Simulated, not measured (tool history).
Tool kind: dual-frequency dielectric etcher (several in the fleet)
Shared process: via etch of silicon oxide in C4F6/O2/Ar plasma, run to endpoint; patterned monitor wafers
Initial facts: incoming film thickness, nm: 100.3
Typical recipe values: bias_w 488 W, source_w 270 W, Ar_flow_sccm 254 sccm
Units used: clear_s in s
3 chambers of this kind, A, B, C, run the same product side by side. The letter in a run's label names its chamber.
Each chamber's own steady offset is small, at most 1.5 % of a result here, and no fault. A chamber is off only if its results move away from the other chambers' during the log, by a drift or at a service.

Run 1C, hour 3.8: usual settings. Result: clear_s 25.386 s.
Run 2B, hour 5.8: usual settings. Result: clear_s 25.228 s.
Run 3A, hour 8.6: usual settings. Result: clear_s 25.307 s.
Run 4A, hour 11.2: usual settings. Result: clear_s 25.566 s.
Run 5C, hour 15.1: usual settings. Result: clear_s 25.711 s.
Run 6B, hour 18.2: usual settings. Result: clear_s 25.17 s.
Run 7C, hour 20.7: usual settings. Result: clear_s 25.544 s.
Run 8B, hour 23.3: usual settings. Result: clear_s 25.129 s.
Run 9A, hour 27.3: usual settings. Result: clear_s 25.384 s.
Run 10B, hour 31.2: usual settings. Result: clear_s 25.323 s.
Run 11C, hour 33: usual settings but bias_w 405 W, source_w 310 W. Result: clear_s 26.256 s.
Run 12A, hour 35.9: usual settings but bias_w 405 W, source_w 310 W. Result: clear_s 26.143 s.
At hour 39: chamber B: wet clean of the chamber.
Run 13C, hour 39.3: usual settings but bias_w 405 W, source_w 310 W. Result: clear_s 25.978 s.
Run 14A, hour 42.9: usual settings. Result: clear_s 25.738 s.
Run 15B, hour 45.7: usual settings. Result: clear_s 25.418 s.
Run 16A, hour 47.8: usual settings. Result: clear_s 25.48 s.
Run 17C, hour 50.3: usual settings. Result: clear_s 25.545 s.
Run 18B, hour 53.4: usual settings. Result: clear_s 25.172 s.
Run 19A, hour 55.3: usual settings. Result: clear_s 25.49 s.
Run 20B, hour 58.6: usual settings. Result: clear_s 25.338 s.
Run 21C, hour 62.8: usual settings. Result: clear_s 25.857 s.
Run 22B, hour 65: usual settings. Result: clear_s 25.363 s.
Run 23C, hour 68.8: usual settings but bias_w 373 W. Result: clear_s 28.793 s.
Run 24A, hour 70.7: usual settings but bias_w 373 W. Result: clear_s 28.384 s.
Run 25C, hour 73: usual settings but bias_w 373 W. Result: clear_s 28.788 s.
Run 26B, hour 75.7: usual settings. Result: clear_s 25.224 s.
Run 27A, hour 78.5: usual settings. Result: clear_s 25.477 s.
Run 28B, hour 80.3: usual settings. Result: clear_s 25.416 s.
Run 29A, hour 84: usual settings but bias_w 601 W. Result: clear_s 23.472 s.
Run 30C, hour 88: usual settings but bias_w 601 W. Result: clear_s 24.264 s.
Run 31C, hour 91.1: usual settings but bias_w 601 W. Result: clear_s 24.531 s.
Run 32B, hour 94: usual settings. Result: clear_s 25.335 s.
Run 33A, hour 97.9: usual settings. Result: clear_s 25.501 s.
Run 34C, hour 102: usual settings. Result: clear_s 26.458 s.
At hour 103.1: chamber B: Ar flow controller replaced.
Run 35A, hour 105.9: usual settings. Result: clear_s 25.577 s.
Run 36B, hour 108.3: usual settings but source_w 200 W. Result: clear_s 28.213 s.

Is one chamber off against the others, does the gauge drift, or is nothing wrong? If a chamber is off, say which, and what the likeliest cause is.

One chamber, C, drifts off from the rest bit by bit.
What lies behind it: etch rate under this chamber's usual, % = 4.7.

Chamber C could run next with any of the 4 candidate recipes listed below; each alters the usual settings, and their results appear as question marks. Which one brings its results back in line with what the other chambers deliver on the usual settings?
In-line tolerance around the mean of the other chambers on the usual settings: clear_s 0.37 s
Run 37C-1, hour 111.3: usual settings but bias_w 548 W, source_w 310 W, Ar_flow_sccm 245 sccm. Result: clear_s ?.
Run 37C-2, hour 111.3: usual settings but bias_w 522 W, source_w 290 W, Ar_flow_sccm 249 sccm. Result: clear_s ?.
Run 37C-3, hour 111.3: usual settings but bias_w 430 W, source_w 240 W, Ar_flow_sccm 263 sccm. Result: clear_s ?.
Run 37C-4, hour 111.3: usual settings but bias_w 454 W, source_w 250 W, Ar_flow_sccm 259 sccm. Result: clear_s ?.

Usual-settings mean across the other chambers: clear_s 25.395 s
  run  clear_s
37C-1   24.291
37C-2   25.395
37C-3   29.434
37C-4   28.371
The right change is 37C-2: it brings the chamber back within the allowed miss of the others.

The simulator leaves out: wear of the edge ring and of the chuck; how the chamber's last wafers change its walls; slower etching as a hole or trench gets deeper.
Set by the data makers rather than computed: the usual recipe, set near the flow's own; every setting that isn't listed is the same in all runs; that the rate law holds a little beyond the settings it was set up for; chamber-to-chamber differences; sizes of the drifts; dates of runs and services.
